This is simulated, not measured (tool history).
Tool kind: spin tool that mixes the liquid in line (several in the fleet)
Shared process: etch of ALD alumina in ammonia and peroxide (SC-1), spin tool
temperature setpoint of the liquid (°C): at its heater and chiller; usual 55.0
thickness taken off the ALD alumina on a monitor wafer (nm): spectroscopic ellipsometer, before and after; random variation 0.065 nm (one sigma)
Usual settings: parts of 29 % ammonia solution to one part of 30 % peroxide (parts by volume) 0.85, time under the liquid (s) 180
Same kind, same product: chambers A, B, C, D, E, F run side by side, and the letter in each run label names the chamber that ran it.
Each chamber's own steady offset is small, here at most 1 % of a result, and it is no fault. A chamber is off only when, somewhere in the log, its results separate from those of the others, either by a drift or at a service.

run,hour,temperature setpoint of the liquid (°C),parts of 29 % ammonia solution to one part of 30 % peroxide (parts by volume),time under the liquid (s),"read-back film thickness of the ALD alumina reference wafer, read on the same gauge (nm)",thickness taken off the ALD alumina on a monitor wafer (nm)
1F,6.3,55.0,0.85,180,60.019,8.9425
2D,16.1,55.0,0.85,180,60.014,9.0602
3B,28.2,55.0,0.85,180,59.981,8.9567
# hour 36.0: chamber B: ammonia flow meter replaced
4A,40.2,55.0,0.85,180,59.988,9.1099
5E,47.1,55.0,0.85,180,59.998,9.0251
6C,58.0,55.0,0.85,180,60.043,8.9343
# hour 63.8: chamber D: new drum of ammonia solution connected
7F,69.5,55.0,0.85,180,59.983,8.9476
8D,79.7,47.0,0.85,275,60.029,8.9845
9E,85.8,47.0,0.85,275,59.984,9.0131
# hour 91.8: chamber D: thermometer replaced
10A,93.8,47.0,0.85,275,60.047,9.0068
11C,103.0,47.0,0.85,275,60.017,8.9599
12B,114.2,47.0,0.85,275,59.953,8.9220
13C,122.1,47.0,0.85,275,60.023,8.9327
# hour 122.4: chamber F: new drum of ammonia solution connected
14E,131.2,55.0,0.85,180,59.979,8.9772
15F,141.1,55.0,1.20,180,60.009,9.1836
16D,148.2,55.0,1.20,180,60.011,9.3803
17A,159.7,55.0,1.20,180,60.003,9.3234
18B,165.8,55.0,1.20,180,59.978,9.3302
19C,178.0,55.0,1.20,180,60.011,9.2231
20D,185.8,55.0,1.20,180,60.034,9.4183
21E,192.3,55.0,0.85,180,60.004,9.0342
22F,198.5,55.0,0.85,180,59.990,8.9695
23B,209.8,55.0,0.85,180,60.018,8.9715
24A,219.5,55.0,0.85,180,60.018,8.9813
# hour 223.2: chamber E: ammonia flow meter replaced
25D,232.5,55.0,0.85,180,60.009,9.1285
# hour 235.2: chamber A: new drum of ammonia solution connected
26C,242.0,55.0,0.85,180,60.029,9.0429
# hour 245.7: chamber E: thermometer replaced
27A,252.4,62.0,0.85,100,60.038,7.2473
# hour 252.8: chamber A: thermometer replaced
28B,264.1,62.0,0.85,100,60.026,7.2492
29F,270.6,62.0,0.85,100,59.977,7.1698
# hour 273.3: chamber B: new drum of ammonia solution connected
30E,279.0,62.0,0.85,100,59.990,7.2201
31F,290.7,62.0,0.85,100,60.017,7.1551
32E,299.0,62.0,0.85,100,59.977,7.1936
33D,305.5,55.0,0.85,180,60.004,8.9335
34A,317.8,55.0,0.85,180,60.007,9.1097
35B,326.9,55.0,0.85,180,59.991,9.0987
36C,338.0,55.0,0.85,180,60.009,9.0609
37F,344.2,55.0,0.85,180,59.978,9.0580
# hour 349.2: chamber B: thermometer replaced
38B,350.6,55.0,0.85,180,60.033,8.9824
39C,360.8,51.5,0.85,180,59.984,7.5793
40A,373.1,51.5,0.85,180,60.039,7.4897
41D,379.9,51.5,0.85,180,60.009,7.4904
42E,389.5,51.5,0.85,180,59.991,7.5000

The same settings go to every chamber for the next run, one line per chamber below. Forecast the results for each:
43A,398.8,55.0,0.85,180,,?
43B,398.8,55.0,0.85,180,,?
43C,398.8,55.0,0.85,180,,?
43D,398.8,55.0,0.85,180,,?
43E,398.8,55.0,0.85,180,,?
43F,398.8,55.0,0.85,180,,?

run,thickness taken off the ALD alumina on a monitor wafer (nm)
43A,9.1099
43B,8.8960
43C,9.0588
43D,9.0381
43E,9.0428
43F,8.9302
